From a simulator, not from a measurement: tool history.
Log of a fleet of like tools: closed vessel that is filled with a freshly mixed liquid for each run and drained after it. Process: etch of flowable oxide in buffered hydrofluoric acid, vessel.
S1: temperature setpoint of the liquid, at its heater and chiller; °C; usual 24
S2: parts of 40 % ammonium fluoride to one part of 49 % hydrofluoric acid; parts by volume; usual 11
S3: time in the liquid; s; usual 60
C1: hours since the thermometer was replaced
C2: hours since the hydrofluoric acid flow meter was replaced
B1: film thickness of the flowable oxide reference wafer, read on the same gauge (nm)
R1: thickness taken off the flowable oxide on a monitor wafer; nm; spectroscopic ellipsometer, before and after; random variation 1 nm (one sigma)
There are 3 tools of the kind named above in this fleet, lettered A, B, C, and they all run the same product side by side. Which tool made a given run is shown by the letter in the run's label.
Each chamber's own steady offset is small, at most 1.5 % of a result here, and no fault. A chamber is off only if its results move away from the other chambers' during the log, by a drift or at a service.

Run 1B, hour 11.4: usual settings; C1 574.6; C2 1613.1; B1 109.99. Result: R1 112.86 nm.
Run 2A, hour 18.3: usual settings; C1 1084.5; C2 25.5; B1 110. Result: R1 115.97 nm.
Run 3C, hour 23.8: usual settings; C1 1445.7; C2 539; B1 109.99. Result: R1 115.4 nm.
Run 4C, hour 32.3: usual settings; C1 1454.2; C2 547.5; B1 110.01. Result: R1 114.19 nm.
Run 5B, hour 38.9: usual settings; C1 602.1; C2 1640.6; B1 109.99. Result: R1 113.99 nm.
Run 6A, hour 45.8: usual settings; C1 1112; C2 53; B1 109.98. Result: R1 114.03 nm.
Run 7C, hour 56.1: usual settings; C1 1478; C2 571.3; B1 109.98. Result: R1 114.27 nm.
Run 8B, hour 61.8: usual settings; C1 625; C2 1663.5; B1 110.01. Result: R1 114.17 nm.
Run 9A, hour 71.1: usual settings; C1 1137.3; C2 78.3; B1 110. Result: R1 114.23 nm.
Run 10C, hour 76.8: usual settings but S2 12.5 parts by volume, S3 90 s; C1 1498.7; C2 592; B1 110.02. Result: R1 152.87 nm.
Run 11A, hour 85.6: usual settings but S2 12.5 parts by volume, S3 90 s; C1 1151.8; C2 92.8; B1 110.01. Result: R1 146.88 nm.
Run 12B, hour 96.4: usual settings but S2 12.5 parts by volume, S3 90 s; C1 659.6; C2 1698.1; B1 110.01. Result: R1 148.88 nm.
Run 13B, hour 105.5: usual settings; C1 668.7; C2 1707.2; B1 110. Result: R1 112.85 nm.
Run 14C, hour 116.5: usual settings; C1 1538.4; C2 631.7; B1 110. Result: R1 113.89 nm.
Run 15A, hour 126.7: usual settings; C1 1192.9; C2 133.9; B1 109.99. Result: R1 110.06 nm.
Run 16B, hour 136.8: usual settings; C1 700; C2 1738.5; B1 110. Result: R1 112.22 nm.
Run 17C, hour 145.4: usual settings but S1 22 °C, S2 14.5 parts by volume; C1 1567.3; C2 660.6; B1 110. Result: R1 78.519 nm.
Run 18A, hour 154.2: usual settings but S1 22 °C, S2 14.5 parts by volume; C1 1220.4; C2 161.4; B1 110. Result: R1 76.45 nm.
Run 19B, hour 166.1: usual settings but S1 22 °C, S2 14.5 parts by volume; C1 729.3; C2 1767.8; B1 110.01. Result: R1 77.161 nm.
Run 20A, hour 177.4: usual settings; C1 1243.6; C2 184.6; B1 109.99. Result: R1 109.31 nm.
Run 21C, hour 186.2: usual settings; C1 1608.1; C2 701.4; B1 109.99. Result: R1 114.64 nm.
Run 22B, hour 196.7: usual settings; C1 759.9; C2 1798.4; B1 109.99. Result: R1 112.72 nm.
At hour 200.4: chamber C: thermometer replaced.
Run 23C, hour 202.9: usual settings; C1 2.5; C2 718.1; B1 109.98. Result: R1 115.19 nm.
Run 24A, hour 213.2: usual settings; C1 1279.4; C2 220.4; B1 109.97. Result: R1 108.95 nm.
Run 25A, hour 220.4: usual settings; C1 1286.6; C2 227.6; B1 110.01. Result: R1 107.66 nm.
Run 26C, hour 232.3: usual settings; C1 31.9; C2 747.5; B1 110.01. Result: R1 115.42 nm.
Run 27B, hour 242.9: usual settings but S1 20 °C; C1 806.1; C2 1844.6; B1 110. Result: R1 92.38 nm.
Run 28C, hour 249.4: usual settings but S1 20 °C; C1 49; C2 764.6; B1 109.99. Result: R1 91.179 nm.
Run 29B, hour 256.8: usual settings but S1 20 °C; C1 820; C2 1858.5; B1 109.99. Result: R1 92.004 nm.
Run 30A, hour 264.3: usual settings; C1 1330.5; C2 271.5; B1 110. Result: R1 106.94 nm.
Run 31A, hour 274.2: usual settings; C1 1340.4; C2 281.4; B1 110.01. Result: R1 105.86 nm.
Run 32B, hour 285.3: usual settings but S2 7 parts by volume, S3 30 s; C1 848.5; C2 1887; B1 110. Result: R1 87.566 nm.
Run 33C, hour 296.5: usual settings but S2 7 parts by volume, S3 30 s; C1 96.1; C2 811.7; B1 110.02. Result: R1 88.724 nm.
Run 34B, hour 304: usual settings but S2 7 parts by volume, S3 30 s; C1 867.2; C2 1905.7; B1 109.99. Result: R1 85.201 nm.
Run 35C, hour 313.7: usual settings; C1 113.3; C2 828.9; B1 109.99. Result: R1 114.24 nm.

For the next run the whole fleet of 3 chambers uses the same settings. Give each chamber's results:
Run 36A, hour 322.3: usual settings. Result: R1 ?.
Run 36B, hour 322.3: usual settings. Result: R1 ?.
Run 36C, hour 322.3: usual settings. Result: R1 ?.

run      R1
36A   104.6
36B  115.03
36C  115.11

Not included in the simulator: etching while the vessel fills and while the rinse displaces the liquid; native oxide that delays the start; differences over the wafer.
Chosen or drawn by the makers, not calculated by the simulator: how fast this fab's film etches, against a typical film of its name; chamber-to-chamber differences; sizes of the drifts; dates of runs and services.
